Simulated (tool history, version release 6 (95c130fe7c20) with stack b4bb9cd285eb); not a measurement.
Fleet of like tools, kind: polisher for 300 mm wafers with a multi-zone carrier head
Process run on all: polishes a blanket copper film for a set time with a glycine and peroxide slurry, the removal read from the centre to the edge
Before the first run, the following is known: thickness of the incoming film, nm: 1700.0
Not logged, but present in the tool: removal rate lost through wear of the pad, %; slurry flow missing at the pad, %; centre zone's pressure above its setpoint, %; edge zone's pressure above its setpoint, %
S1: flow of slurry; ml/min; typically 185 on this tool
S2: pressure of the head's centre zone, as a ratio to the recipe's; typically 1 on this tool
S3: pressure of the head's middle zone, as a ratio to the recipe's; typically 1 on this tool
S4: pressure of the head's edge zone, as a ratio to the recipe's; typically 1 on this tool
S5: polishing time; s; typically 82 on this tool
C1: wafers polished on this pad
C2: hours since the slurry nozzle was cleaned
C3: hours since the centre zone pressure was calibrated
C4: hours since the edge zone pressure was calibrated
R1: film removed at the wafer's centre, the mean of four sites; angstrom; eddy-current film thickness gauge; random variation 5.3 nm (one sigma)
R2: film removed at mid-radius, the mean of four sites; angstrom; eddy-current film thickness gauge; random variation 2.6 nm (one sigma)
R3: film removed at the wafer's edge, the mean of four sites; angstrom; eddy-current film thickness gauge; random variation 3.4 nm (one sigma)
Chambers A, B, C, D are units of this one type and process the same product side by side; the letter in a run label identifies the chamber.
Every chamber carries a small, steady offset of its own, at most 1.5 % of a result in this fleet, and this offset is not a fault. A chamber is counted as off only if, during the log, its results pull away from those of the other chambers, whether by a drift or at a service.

Run 1A, hour 6.6: usual settings; C1 235; C2 389.9; C3 557.5; C4 310.6. Result: R1 4100.3 angstrom, R2 4111.1 angstrom, R3 4174.3 angstrom.
At hour 9.1: chamber D: worn pad replaced by a new one.
At hour 14.4: chamber B: worn pad replaced by a new one.
Run 2B, hour 14.5: usual settings; C1 1; C2 289.7; C3 193.8; C4 699.2. Result: R1 4101.1 angstrom, R2 4146.6 angstrom, R3 4136.7 angstrom.
Run 3C, hour 25: usual settings; C1 507; C2 228; C3 409.7; C4 561.4. Result: R1 4210.8 angstrom, R2 4211.2 angstrom, R3 4162.8 angstrom.
At hour 30.6: chamber C: worn pad replaced by a new one.
At hour 32.5: chamber D: centre zone pressure recalibrated.
Run 4D, hour 37.6: usual settings; C1 290; C2 209.3; C3 5.2; C4 271.3. Result: R1 4025.7 angstrom, R2 4158.5 angstrom, R3 4171.5 angstrom.
Run 5D, hour 46.2: usual settings; C1 377; C2 217.9; C3 13.8; C4 279.9. Result: R1 4067.8 angstrom, R2 4104.6 angstrom, R3 4095.6 angstrom.
Run 6B, hour 52.3: usual settings; C1 384; C2 327.5; C3 231.6; C4 737. Result: R1 4131.6 angstrom, R2 4130 angstrom, R3 4226.5 angstrom.
Run 7A, hour 63.8: usual settings but S2 1.05, S5 100 s; C1 815; C2 447.1; C3 614.7; C4 367.8. Result: R1 5392.2 angstrom, R2 4967.6 angstrom, R3 5017.4 angstrom.
Run 8C, hour 76.6: usual settings but S2 1.05, S5 100 s; C1 467; C2 279.6; C3 461.3; C4 613. Result: R1 5380.9 angstrom, R2 5099.9 angstrom, R3 5144.1 angstrom.
At hour 78.8: chamber C: worn pad replaced by a new one.
Run 9B, hour 83.3: usual settings but S2 1.05, S5 100 s; C1 699; C2 358.5; C3 262.6; C4 768. Result: R1 5315.9 angstrom, R2 5057.1 angstrom, R3 5033.8 angstrom.
Run 10D, hour 92.1: usual settings but S2 1.05, S5 100 s; C1 843; C2 263.8; C3 59.7; C4 325.8. Result: R1 5318.2 angstrom, R2 5109 angstrom, R3 5032.9 angstrom.
At hour 94: chamber D: slurry nozzle cleaned.
At hour 98.1: chamber D: worn pad replaced by a new one.
Run 11A, hour 98.4: usual settings; C1 1166; C2 481.7; C3 649.3; C4 402.4. Result: R1 4125.1 angstrom, R2 4127 angstrom, R3 4186 angstrom.
Run 12C, hour 104.4: usual settings; C1 260; C2 307.4; C3 489.1; C4 640.8. Result: R1 4091.6 angstrom, R2 4161.4 angstrom, R3 4207.6 angstrom.
Run 13B, hour 110.6: usual settings but S1 225 ml/min; C1 976; C2 385.8; C3 289.9; C4 795.3. Result: R1 4265.2 angstrom, R2 4302.7 angstrom, R3 4247.5 angstrom.
At hour 119.8: chamber B: worn pad replaced by a new one.
At hour 122.5: chamber C: worn pad replaced by a new one.
Run 14C, hour 123: usual settings but S1 225 ml/min; C1 5; C2 326; C3 507.7; C4 659.4. Result: R1 4307.4 angstrom, R2 4226.3 angstrom, R3 4256.7 angstrom.
At hour 124.4: chamber A: worn pad replaced by a new one.
Run 15D, hour 136.7: usual settings but S1 225 ml/min; C1 391; C2 42.7; C3 104.3; C4 370.4. Result: R1 4296.4 angstrom, R2 4283.9 angstrom, R3 4240 angstrom.
Run 16A, hour 147.8: usual settings but S1 225 ml/min; C1 238; C2 531.1; C3 698.7; C4 451.8. Result: R1 4197 angstrom, R2 4209.2 angstrom, R3 4240.5 angstrom.
Run 17B, hour 158.6: usual settings; C1 394; C2 433.8; C3 337.9; C4 843.3. Result: R1 4187.3 angstrom, R2 4109.4 angstrom, R3 4236.1 angstrom.
At hour 167.8: chamber D: worn pad replaced by a new one.
Run 18D, hour 168.3: usual settings; C1 5; C2 74.3; C3 135.9; C4 402. Result: R1 4136.5 angstrom, R2 4168.2 angstrom, R3 4137.9 angstrom.
Run 19C, hour 180.4: usual settings; C1 588; C2 383.4; C3 565.1; C4 716.8. Result: R1 3933 angstrom, R2 3989.8 angstrom, R3 3994.7 angstrom.
At hour 180.7: chamber C: worn pad replaced by a new one.
Run 20A, hour 188: usual settings but S2 1.08, S3 0.94; C1 646; C2 571.3; C3 738.9; C4 492. Result: R1 4397.7 angstrom, R2 3867.1 angstrom, R3 4213.5 angstrom.
Run 21D, hour 194.6: usual settings but S2 1.08, S3 0.94; C1 272; C2 100.6; C3 162.2; C4 428.3. Result: R1 4487.3 angstrom, R2 3946.7 angstrom, R3 4101.2 angstrom.
Run 22B, hour 207: usual settings but S2 1.08, S3 0.94; C1 885; C2 482.2; C3 386.3; C4 891.7. Result: R1 4481.8 angstrom, R2 3896.6 angstrom, R3 4219.4 angstrom.
Run 23C, hour 217.9: usual settings but S2 1.08, S3 0.94; C1 377; C2 420.9; C3 602.6; C4 754.3. Result: R1 4165 angstrom, R2 3711.7 angstrom, R3 3927.4 angstrom.
At hour 218.1: chamber A: slurry nozzle cleaned.
Run 24A, hour 225.2: usual settings; C1 1023; C2 7.2; C3 776.1; C4 529.2. Result: R1 4137.8 angstrom, R2 4114 angstrom, R3 4142.8 angstrom.
Run 25A, hour 231.7: usual settings; C1 1089; C2 13.7; C3 782.6; C4 535.7. Result: R1 4107.1 angstrom, R2 4056.7 angstrom, R3 4213.4 angstrom.
Run 26D, hour 240.2: usual settings; C1 735; C2 146.2; C3 207.8; C4 473.9. Result: R1 4197.7 angstrom, R2 4152.7 angstrom, R3 4174.7 angstrom.

Predict what each chamber gives when all 4 of them run the settings below next.
Run 27A, hour 250: usual settings. Result: R1 ?, R2 ?, R3 ?.
Run 27B, hour 250: usual settings. Result: R1 ?, R2 ?, R3 ?.
Run 27C, hour 250: usual settings. Result: R1 ?, R2 ?, R3 ?.
Run 27D, hour 250: usual settings. Result: R1 ?, R2 ?, R3 ?.

run      R1      R2      R3
27A  4212.4  4082.4  4190.6
27B  4172.5  4122.6  4203.8
27C  3752.5    3772  3896.6
27D  4205.6  4154.8  4103.8
